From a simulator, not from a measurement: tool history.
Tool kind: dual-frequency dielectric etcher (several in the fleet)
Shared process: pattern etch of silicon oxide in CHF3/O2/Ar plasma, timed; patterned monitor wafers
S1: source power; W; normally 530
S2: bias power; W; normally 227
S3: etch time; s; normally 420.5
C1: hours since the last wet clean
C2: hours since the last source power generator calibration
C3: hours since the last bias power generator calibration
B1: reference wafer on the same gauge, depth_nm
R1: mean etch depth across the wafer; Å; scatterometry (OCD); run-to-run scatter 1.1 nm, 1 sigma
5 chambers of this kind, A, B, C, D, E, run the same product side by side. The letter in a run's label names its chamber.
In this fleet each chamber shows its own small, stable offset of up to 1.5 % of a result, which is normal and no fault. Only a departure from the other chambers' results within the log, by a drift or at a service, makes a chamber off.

Run 1C, day 0.312: usual settings; C1 294.9; C2 397; C3 1491.3; B1 959.27. Result: R1 8571.6 Å.
Run 2B, day 0.592: usual settings; C1 144.9; C2 2163.1; C3 174.4; B1 958.98. Result: R1 8584.8 Å.
Run 3A, day 1.05: usual settings; C1 174.6; C2 2254.5; C3 1212.9; B1 959.2. Result: R1 8589.4 Å.
Run 4E, day 1.508: usual settings; C1 481.5; C2 331.4; C3 1825.5; B1 959.5. Result: R1 8530.3 Å.
Run 5D, day 1.867: usual settings; C1 110.6; C2 805.6; C3 416.5; B1 959.75. Result: R1 8702.4 Å.
Run 6C, day 2.2: usual settings; C1 340.2; C2 442.3; C3 1536.6; B1 959.69. Result: R1 8613.1 Å.
Run 7A, day 2.504: usual settings; C1 209.5; C2 2289.4; C3 1247.8; B1 959.64. Result: R1 8609.5 Å.
Run 8E, day 2.925: usual settings but S1 610 W, S2 273 W; C1 515.5; C2 365.4; C3 1859.5; B1 959.85. Result: R1 9630.5 Å.
Run 9B, day 3.392: usual settings but S1 610 W, S2 273 W; C1 212.1; C2 2230.3; C3 241.6; B1 959.75. Result: R1 9672.9 Å.
Run 10D, day 3.767: usual settings but S1 610 W, S2 273 W; C1 156.2; C2 851.2; C3 462.1; B1 960.04. Result: R1 9806.8 Å.
Run 11B, day 4.279: usual settings but S1 610 W, S2 273 W; C1 233.4; C2 2251.6; C3 262.9; B1 960.08. Result: R1 9659.4 Å.
Run 12A, day 4.546: usual settings but S1 610 W, S2 273 W; C1 258.5; C2 2338.4; C3 1296.8; B1 960.37. Result: R1 9684 Å.
Run 13C, day 4.846: usual settings; C1 403.7; C2 505.8; C3 1600.1; B1 960.49. Result: R1 8609.8 Å.
Run 14E, day 5.167: usual settings; C1 569.3; C2 419.2; C3 1913.3; B1 960.52. Result: R1 8555.7 Å.
Run 15D, day 5.588: usual settings but S2 188 W; C1 199.9; C2 894.9; C3 505.8; B1 960.38. Result: R1 8165.7 Å.
At day 5.971: chamber E: wet clean of the chamber.
Run 16C, day 5.992: usual settings but S2 188 W; C1 431.2; C2 533.3; C3 1627.6; B1 960.8. Result: R1 8052.2 Å.
At day 6.275: chamber C: wet clean of the chamber.
Run 17D, day 6.529: usual settings but S2 188 W; C1 222.5; C2 917.5; C3 528.4; B1 960.96. Result: R1 8155.7 Å.
Run 18B, day 6.821: usual settings but S2 188 W; C1 294.4; C2 2312.6; C3 323.9; B1 960.8. Result: R1 8029.8 Å.
Run 19A, day 7.354: usual settings but S2 188 W; C1 325.9; C2 2405.8; C3 1364.2; B1 961.35. Result: R1 8080.8 Å.
Run 20E, day 7.762: usual settings but S3 361.5 s; C1 43.1; C2 481.5; C3 1975.6; B1 961.09. Result: R1 7339.3 Å.
Run 21C, day 8.25: usual settings but S3 361.5 s; C1 47.4; C2 587.5; C3 1681.8; B1 961.36. Result: R1 7399.9 Å.
Run 22B, day 8.608: usual settings but S3 361.5 s; C1 337.3; C2 2355.5; C3 366.8; B1 961.48. Result: R1 7395.9 Å.
At day 8.65: chamber A: wet clean of the chamber.
Run 23E, day 9.138: usual settings but S3 361.5 s; C1 76.1; C2 514.5; C3 2008.6; B1 961.69. Result: R1 7337.9 Å.
Run 24A, day 9.654: usual settings but S3 361.5 s; C1 24.2; C2 2461; C3 1419.4; B1 961.73. Result: R1 7408.7 Å.
Run 25D, day 9.946: usual settings; C1 304.5; C2 999.5; C3 610.4; B1 961.95. Result: R1 8711.7 Å.
Run 26D, day 10.212: usual settings; C1 310.9; C2 1005.9; C3 616.8; B1 961.92. Result: R1 8710.2 Å.
Run 27C, day 10.471: usual settings; C1 100.7; C2 640.8; C3 1735.1; B1 962.18. Result: R1 8611.3 Å.
Run 28E, day 10.85: usual settings but S2 203 W, S3 525.5 s; C1 117.2; C2 555.6; C3 2049.7; B1 962.4. Result: R1 10264 Å.
Run 29A, day 11.35: usual settings but S2 203 W, S3 525.5 s; C1 64.9; C2 2501.7; C3 1460.1; B1 962.16. Result: R1 10368 Å.
Run 30B, day 11.733: usual settings but S2 203 W, S3 525.5 s; C1 412.3; C2 2430.5; C3 441.8; B1 962.13. Result: R1 10352 Å.
Run 31A, day 12.142: usual settings but S2 203 W, S3 525.5 s; C1 83.9; C2 2520.7; C3 1479.1; B1 962.63. Result: R1 10355 Å.
Run 32E, day 12.388: usual settings but S2 203 W, S3 525.5 s; C1 154.1; C2 592.5; C3 2086.6; B1 962.4. Result: R1 10267 Å.
Run 33C, day 12.675: usual settings; C1 153.6; C2 693.7; C3 1788; B1 962.92. Result: R1 8628.2 Å.
At day 12.825: chamber B: wet clean of the chamber.
Run 34B, day 13.012: usual settings; C1 4.5; C2 2461.2; C3 472.5; B1 962.66. Result: R1 8605.9 Å.
Run 35D, day 13.258: usual settings; C1 384; C2 1079; C3 689.9; B1 963.01. Result: R1 8703.5 Å.
Run 36A, day 13.708: usual settings; C1 121.5; C2 2558.3; C3 1516.7; B1 962.8. Result: R1 8627.2 Å.
Run 37C, day 13.95: usual settings but S1 570 W; C1 184.2; C2 724.3; C3 1818.6; B1 963.32. Result: R1 8878 Å.
Run 38D, day 14.35: usual settings but S1 570 W; C1 410.2; C2 1105.2; C3 716.1; B1 963.53. Result: R1 8981.3 Å.
Run 39B, day 14.721: usual settings but S1 570 W; C1 45.5; C2 2502.2; C3 513.5; B1 963.12. Result: R1 8842.5 Å.
Run 40E, day 15.129: usual settings but S1 570 W; C1 219.9; C2 658.3; C3 2152.4; B1 963.18. Result: R1 8805.6 Å.
Run 41C, day 15.592: usual settings but S1 570 W; C1 223.6; C2 763.7; C3 1858; B1 963.56. Result: R1 8856.3 Å.
Run 42E, day 15.904: usual settings; C1 238.5; C2 676.9; C3 2171; B1 963.88. Result: R1 8572.3 Å.
Run 43D, day 16.358: usual settings; C1 458.4; C2 1153.4; C3 764.3; B1 963.81. Result: R1 8765.4 Å.
Run 44A, day 16.712: usual settings; C1 193.6; C2 2630.4; C3 1588.8; B1 963.98. Result: R1 8629 Å.

For the next run the whole fleet of 5 chambers uses the same settings. Give each chamber's results:
Run 45A, day 17.1: usual settings. Result: R1 ?.
Run 45B, day 17.1: usual settings. Result: R1 ?.
Run 45C, day 17.1: usual settings. Result: R1 ?.
Run 45D, day 17.1: usual settings. Result: R1 ?.
Run 45E, day 17.1: usual settings. Result: R1 ?.

run      R1
45A  8631.6
45B  8615.7
45C  8640.6
45D  8721.9
45E  8582.2

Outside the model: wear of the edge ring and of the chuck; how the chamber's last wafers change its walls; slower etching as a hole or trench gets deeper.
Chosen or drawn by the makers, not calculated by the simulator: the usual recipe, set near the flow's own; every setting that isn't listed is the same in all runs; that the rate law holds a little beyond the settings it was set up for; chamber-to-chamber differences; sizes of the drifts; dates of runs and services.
